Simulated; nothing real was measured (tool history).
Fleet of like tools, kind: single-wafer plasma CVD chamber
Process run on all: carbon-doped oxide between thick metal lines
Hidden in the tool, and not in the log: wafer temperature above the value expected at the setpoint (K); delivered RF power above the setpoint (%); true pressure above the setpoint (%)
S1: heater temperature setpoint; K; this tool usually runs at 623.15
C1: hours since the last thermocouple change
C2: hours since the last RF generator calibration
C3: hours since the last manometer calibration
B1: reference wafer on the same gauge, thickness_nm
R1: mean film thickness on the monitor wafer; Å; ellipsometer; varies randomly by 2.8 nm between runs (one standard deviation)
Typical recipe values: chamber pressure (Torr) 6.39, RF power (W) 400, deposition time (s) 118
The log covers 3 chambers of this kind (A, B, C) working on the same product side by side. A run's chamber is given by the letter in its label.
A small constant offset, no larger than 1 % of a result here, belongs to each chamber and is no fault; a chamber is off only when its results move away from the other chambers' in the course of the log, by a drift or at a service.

Run 1A, hour 8.1: usual settings; C1 805.4; C2 632.3; C3 572.3; B1 519.77. Result: R1 5235 Å.
Run 2C, hour 22.2: usual settings; C1 1078.4; C2 2212.6; C3 1405.1; B1 520.48. Result: R1 5265.5 Å.
Run 3B, hour 37.7: usual settings; C1 962.5; C2 1129.5; C3 185.2; B1 520.04. Result: R1 5246.7 Å.
At hour 47.4: chamber C: RF generator calibrated.
Run 4B, hour 49.9: usual settings; C1 974.7; C2 1141.7; C3 197.4; B1 520.19. Result: R1 5259.1 Å.
Run 5C, hour 64.1: usual settings; C1 1120.3; C2 16.7; C3 1447; B1 519.53. Result: R1 5233.9 Å.
Run 6A, hour 73.1: usual settings but S1 630.15 K, chamber pressure (Torr) 7.75; C1 870.4; C2 697.3; C3 637.3; B1 519.54. Result: R1 5214.3 Å.
Run 7B, hour 81.8: usual settings but S1 630.15 K, chamber pressure (Torr) 7.75; C1 1006.6; C2 1173.6; C3 229.3; B1 520.08. Result: R1 5223.9 Å.
Run 8C, hour 91.4: usual settings but S1 630.15 K, chamber pressure (Torr) 7.75; C1 1147.6; C2 44; C3 1474.3; B1 520.61. Result: R1 5231.9 Å.
Run 9A, hour 107.7: usual settings; C1 905; C2 731.9; C3 671.9; B1 520.08. Result: R1 5252.7 Å.
Run 10B, hour 114.9: usual settings; C1 1039.7; C2 1206.7; C3 262.4; B1 520.17. Result: R1 5339.5 Å.
Run 11C, hour 125.7: usual settings; C1 1181.9; C2 78.3; C3 1508.6; B1 519.55. Result: R1 5257.6 Å.
Run 12A, hour 138.2: usual settings; C1 935.5; C2 762.4; C3 702.4; B1 519.5. Result: R1 5268.8 Å.
Run 13C, hour 149.9: usual settings; C1 1206.1; C2 102.5; C3 1532.8; B1 519.81. Result: R1 5255.9 Å.
Run 14A, hour 163.6: usual settings but S1 634.15 K, chamber pressure (Torr) 5.83; C1 960.9; C2 787.8; C3 727.8; B1 520.56. Result: R1 5036.2 Å.
Run 15B, hour 174.4: usual settings but S1 634.15 K, chamber pressure (Torr) 5.83; C1 1099.2; C2 1266.2; C3 321.9; B1 519.52. Result: R1 5114.8 Å.
Run 16B, hour 188: usual settings but S1 634.15 K, chamber pressure (Torr) 5.83; C1 1112.8; C2 1279.8; C3 335.5; B1 520.38. Result: R1 5015.7 Å.
Run 17C, hour 195.8: usual settings; C1 1252; C2 148.4; C3 1578.7; B1 519.71. Result: R1 5182.3 Å.
Run 18A, hour 208.2: usual settings; C1 1005.5; C2 832.4; C3 772.4; B1 519.49. Result: R1 5228.6 Å.
Run 19B, hour 215.9: usual settings; C1 1140.7; C2 1307.7; C3 363.4; B1 519.82. Result: R1 5292.5 Å.
Run 20A, hour 232: usual settings; C1 1029.3; C2 856.2; C3 796.2; B1 520.23. Result: R1 5228.8 Å.
Run 21C, hour 245.8: usual settings; C1 1302; C2 198.4; C3 1628.7; B1 520.31. Result: R1 5306.2 Å.
Run 22C, hour 260.8: usual settings; C1 1317; C2 213.4; C3 1643.7; B1 519.83. Result: R1 5288.9 Å.
Run 23A, hour 269.1: usual settings; C1 1066.4; C2 893.3; C3 833.3; B1 520.15. Result: R1 5210.6 Å.
Run 24B, hour 284.8: usual settings but chamber pressure (Torr) 7.34, RF power (W) 375; C1 1209.6; C2 1376.6; C3 432.3; B1 519.84. Result: R1 5100.9 Å.
Run 25B, hour 293.5: usual settings but chamber pressure (Torr) 7.34, RF power (W) 375; C1 1218.3; C2 1385.3; C3 441; B1 520.33. Result: R1 5106.3 Å.
Run 26C, hour 309.9: usual settings but chamber pressure (Torr) 7.34, RF power (W) 375; C1 1366.1; C2 262.5; C3 1692.8; B1 519.8. Result: R1 5043.9 Å.
Run 27A, hour 323: usual settings; C1 1120.3; C2 947.2; C3 887.2; B1 520.15. Result: R1 5223.8 Å.
At hour 338.1: chamber B: RF generator calibrated.
Run 28B, hour 339: usual settings; C1 1263.8; C2 0.9; C3 486.5; B1 520.21. Result: R1 5324.7 Å.
Run 29C, hour 347.3: usual settings; C1 1403.5; C2 299.9; C3 1730.2; B1 520.56. Result: R1 5251.8 Å.

Read the log: is a single chamber off, either drifting away or since a service, is the gauge that measures every chamber drifting, or is nothing wrong beyond small per-chamber offsets? Name any odd chamber and what most likely caused it.

Beyond each chamber's small constant offset nothing stands out, and the gauge stays steady.
